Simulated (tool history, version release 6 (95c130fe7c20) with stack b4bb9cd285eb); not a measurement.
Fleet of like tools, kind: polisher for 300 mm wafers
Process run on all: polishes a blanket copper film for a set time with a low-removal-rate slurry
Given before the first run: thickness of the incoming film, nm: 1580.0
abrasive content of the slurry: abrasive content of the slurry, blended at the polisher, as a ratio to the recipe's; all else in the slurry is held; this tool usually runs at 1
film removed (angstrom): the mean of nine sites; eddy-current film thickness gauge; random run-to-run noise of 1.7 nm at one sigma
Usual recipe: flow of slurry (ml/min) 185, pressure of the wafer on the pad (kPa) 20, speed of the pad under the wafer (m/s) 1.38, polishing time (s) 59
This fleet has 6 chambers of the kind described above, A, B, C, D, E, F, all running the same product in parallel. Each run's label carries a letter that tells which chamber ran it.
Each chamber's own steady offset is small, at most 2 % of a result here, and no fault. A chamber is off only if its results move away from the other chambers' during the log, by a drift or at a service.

run   hour  flow of slurry (ml/min)  pressure of the wafer on the pad (kPa)  speed of the pad under the wafer (m/s)  abrasive content of the slurry  polishing time (s)  film removed (angstrom)
 1F    5.9                      185                                      20                                    1.38                               1                  59                   2670.5
       9.5  -- chamber A: worn pad replaced by a new one
 2B   14.2                      185                                      20                                    1.38                               1                  59                   2670.1
 3C   21.2                      185                                      20                                    1.38                               1                  59                   2652.2
      26.8  -- chamber A: slurry nozzle cleaned
 4A   27.8                      185                                      20                                    1.38                               1                  59                   2605.5
      34.5  -- chamber D: head pressure recalibrated
 5D   37.7                      185                                      20                                    1.38                               1                  59                   2635.1
        39  -- chamber D: worn pad replaced by a new one
      44.4  -- chamber B: slurry nozzle cleaned
 6E   48.4                      185                                      20                                    1.38                               1                  59                   2673.1
 7A   57.3                      185                                      20                                    1.38                               1                  59                   2610.1
      59.1  -- chamber C: slurry blender recalibrated
      61.4  -- chamber D: slurry blender recalibrated
 8E   68.5                      185                                      20                                    1.38                               1                  59                   2684.1
      72.4  -- chamber E: slurry blender recalibrated
      75.1  -- chamber F: slurry blender recalibrated
      76.5  -- chamber E: worn pad replaced by a new one
        79  -- chamber A: worn pad replaced by a new one
      79.7  -- chamber B: worn pad replaced by a new one
 9B   81.6                      185                                      20                                    1.38                               1                  59                   2651.8
      85.5  -- chamber F: worn pad replaced by a new one
      92.1  -- chamber B: slurry blender recalibrated
10F   93.2                      185                                      20                                    1.38                               1                  59                   2684.4
      94.1  -- chamber C: worn pad replaced by a new one
11C  106.9                      185                                      20                                    1.38                               1                  59                   2657.7
     114.4  -- chamber D: slurry nozzle cleaned
12D    116                      185                                      20                                    1.38                               1                  59                   2665.9
13F  126.7                      185                                      20                                    1.38                               1                  59                   2681.7
14D    136                      185                                      20                                    1.38                               1                  59                   2685.1
15A  143.5                      185                                      20                                    1.38                               1                  59                     2609
     147.8  -- chamber A: worn pad replaced by a new one
16E    156                      185                                      20                                    1.38                               1                  59                   2665.3
     160.2  -- chamber C: head pressure recalibrated
17C  164.3                      140                                      20                                    1.38                               1                  59                   2362.6
     171.5  -- chamber B: worn pad replaced by a new one
     172.1  -- chamber F: worn pad replaced by a new one
18B  174.2                      140                                      20                                    1.38                               1                  59                   2547.1
19B  181.5                      140                                      20                                    1.38                               1                  59                   2544.5
20C  188.4                      140                                      20                                    1.38                               1                  59                   2365.9
     190.7  -- chamber E: worn pad replaced by a new one
21D  196.1                      140                                      20                                    1.38                               1                  59                   2519.5
     197.2  -- chamber D: slurry blender recalibrated
22E  206.1                      140                                      20                                    1.38                               1                  59                   2552.8
     211.6  -- chamber C: worn pad replaced by a new one
     211.8  -- chamber D: worn pad replaced by a new one
23A  214.8                      185                                      20                                    1.38                               1                  77                     3418
     217.2  -- chamber A: worn pad replaced by a new one
     222.6  -- chamber F: head pressure recalibrated
24F  224.5                      185                                      20                                    1.38                               1                  77                   3505.9
       237  -- chamber E: slurry nozzle cleaned
25E  237.4                      185                                      20                                    1.38                               1                  77                     3490
     244.8  -- chamber B: worn pad replaced by a new one
     244.9  -- chamber A: slurry blender recalibrated
26C  250.7                      185                                      20                                    1.38                               1                  77                   3244.9
     258.5  -- chamber F: worn pad replaced by a new one
     259.8  -- chamber A: head pressure recalibrated
27D  261.4                      185                                      20                                    1.38                               1                  77                   3455.3
28A  270.4                      185                                      20                                    1.38                               1                  77                   3443.8
     276.4  -- chamber F: slurry blender recalibrated
29B  278.4                      185                                      20                                    1.38                               1                  59                   2640.8
     284.1  -- chamber E: head pressure recalibrated
30F  289.5                      185                                      20                                    1.38                               1                  59                   2650.1
     291.4  -- chamber A: worn pad replaced by a new one
31C  303.1                      185                                      20                                    1.38                               1                  59                   2479.1
32F    311                      185                                      20                                    1.38                               1                  59                   2683.8
33A  317.4                      185                                      20                                    1.38                               1                  59                     2614
     320.6  -- chamber D: slurry blender recalibrated
     321.2  -- chamber E: worn pad replaced by a new one
     323.4  -- chamber B: worn pad replaced by a new one
34E  327.3                      185                                      20                                    1.38                               1                  59                   2672.1
     332.3  -- chamber C: worn pad replaced by a new one
35B  333.8                      185                                      20                                    1.38                               1                  59                     2676
     335.2  -- chamber A: slurry nozzle cleaned
36D  345.4                      185                                      20                                    1.38                               1                  59                   2680.3
37D  358.7                      185                                      20                                    1.38                               1                  59                   2636.4
38B  366.5                      185                                      20                                    1.38                               1                  59                   2634.3
     370.8  -- chamber A: worn pad replaced by a new one
39E  377.8                      185                                      20                                    1.38                               1                  59                   2683.8
     384.5  -- chamber C: slurry blender recalibrated
40A  389.1                      185                                      20                                    1.38                               1                  59                     2635
41C    402                      185                                    17.2                                    1.38                               1                  65                   2356.8

For the next run the whole fleet of 6 chambers uses the same settings. Give each chamber's results:
42A  411.8                      185                                      20                                    1.38                            1.25                  59                        ?
42B  411.8                      185                                      20                                    1.38                            1.25                  59                        ?
42C  411.8                      185                                      20                                    1.38                            1.25                  59                        ?
42D  411.8                      185                                      20                                    1.38                            1.25                  59                        ?
42E  411.8                      185                                      20                                    1.38                            1.25                  59                        ?
42F  411.8                      185                                      20                                    1.38                            1.25                  59                        ?

run  film removed (angstrom)
42A                   2767.4
42B                   2786.5
42C                   2606.8
42D                   2786.4
42E                   2820.8
42F                   2819.6

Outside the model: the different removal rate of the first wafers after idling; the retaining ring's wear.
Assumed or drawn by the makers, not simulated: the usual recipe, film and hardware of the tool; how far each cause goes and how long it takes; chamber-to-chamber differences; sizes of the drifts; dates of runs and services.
